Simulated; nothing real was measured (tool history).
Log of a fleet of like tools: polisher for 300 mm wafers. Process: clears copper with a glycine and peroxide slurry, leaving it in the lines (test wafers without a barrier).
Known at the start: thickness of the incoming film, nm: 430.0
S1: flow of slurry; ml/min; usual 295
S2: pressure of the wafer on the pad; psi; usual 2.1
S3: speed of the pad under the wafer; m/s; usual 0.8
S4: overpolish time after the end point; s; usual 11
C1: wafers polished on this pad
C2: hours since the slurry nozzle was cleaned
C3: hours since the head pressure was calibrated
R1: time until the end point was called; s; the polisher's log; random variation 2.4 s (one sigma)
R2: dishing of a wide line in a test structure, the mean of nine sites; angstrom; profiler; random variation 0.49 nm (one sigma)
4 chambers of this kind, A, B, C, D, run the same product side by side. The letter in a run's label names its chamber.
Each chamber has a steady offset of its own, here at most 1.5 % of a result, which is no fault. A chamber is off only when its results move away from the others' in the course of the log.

run    day   S1   S2    S3  S4    C1     C2      C3      R1      R2
 1A  0.371  295  2.1   0.8  11    70  206.1    1137  131.66  270.79
 2C  0.583  295  2.1   0.8  11   546  176.4  1233.9  130.93  261.17
 3D  0.946  295  2.1   0.8  11   538  305.6   420.2  131.86  261.15
 4B  1.212  295  2.1   0.8  11   451  164.1   509.5  134.16  272.73
 5B  1.583  295  2.1   0.8  11   522    173   518.4  131.81  258.41
     1.646  -- chamber C: worn pad replaced by a new one
 6A  1.792  370  2.1  0.68  11   341  240.2  1171.1   142.5  242.83
 7C  1.975  370  2.1  0.68  11    63  209.8  1267.3   143.5  244.93
 8D  2.225  370  2.1  0.68  11   781  336.3   450.9  143.81  241.06
     2.479  -- chamber D: worn pad replaced by a new one
 9A  2.517  370  2.1  0.68  11   479  257.6  1188.5  143.89  246.26
10C  2.675  295  2.1   0.8  11   196  226.6  1284.1  129.18  261.69
11B  2.854  295  2.1   0.8  11   764  203.5   548.9   131.8   264.7
     2.879  -- chamber A: head pressure recalibrated
12D  3.017  295  2.1   0.8  11   102  355.3   469.9  131.47   266.1
13B  3.221  295  2.1   0.8  11   834  212.3   557.7  133.94  256.34
14D  3.408  295  2.1   0.8  11   177  364.7   479.3  129.56  269.26
15C  3.733  295  2.1   0.8  11   398    252  1309.5   133.4  261.72
16A   4.05  295  2.1   0.8  11   771  294.4    28.2     128  270.95
17A  4.383  295  2.1   0.8  11   835  302.4    36.2  127.69   268.4
     4.454  -- chamber C: slurry nozzle cleaned
     4.479  -- chamber B: head pressure recalibrated
     4.621  -- chamber C: head pressure recalibrated
18B  4.621  295  2.1   0.8  11  1100  245.9     3.5   132.6  259.17
19C  4.842  295  2.1  0.68  11   609    9.3     5.4  148.49  238.32
20D  5.088  295  2.1  0.68  11   497    405   519.6  147.27  238.68
21B  5.288  295  2.1  0.68  11  1228  261.9    19.5  146.97   239.9
       5.4  -- chamber C: worn pad replaced by a new one
22C  5.517  295  2.1  0.68  11    23   25.5    21.6  144.27  232.47
     5.558  -- chamber B: worn pad replaced by a new one
23A  5.858  295  2.1   0.8  11  1116  337.8    71.6  131.03  266.96
24D    6.2  220  2.1  0.96  11   709  431.7   546.3  116.65  291.69
25C  6.417  220  2.1  0.96  11   194   47.1    43.2  117.26  293.24
     6.679  -- chamber D: worn pad replaced by a new one
26B  6.738  220  2.1  0.96  11   225  296.7    54.3   119.3  285.19
27A  6.942  220  2.1  0.96  11  1323  363.8    97.6  118.22  293.63
28D  7.121  295  2.1   0.8  13    84  453.8   568.4  128.53  299.02
29C  7.296  295  2.1   0.8  13   362   68.2    64.3  129.34   301.2

Next, every chamber runs the same settings. What will each give?
30A  7.562  295  2.1  0.8  11               ?   ?
30B  7.562  295  2.1  0.8  11               ?   ?
30C  7.562  295  2.1  0.8  11               ?   ?
30D  7.562  295  2.1  0.8  11               ?   ?

run      R1      R2
30A  123.98  266.91
30B  131.89  264.36
30C  130.07  263.45
30D  131.53   260.5

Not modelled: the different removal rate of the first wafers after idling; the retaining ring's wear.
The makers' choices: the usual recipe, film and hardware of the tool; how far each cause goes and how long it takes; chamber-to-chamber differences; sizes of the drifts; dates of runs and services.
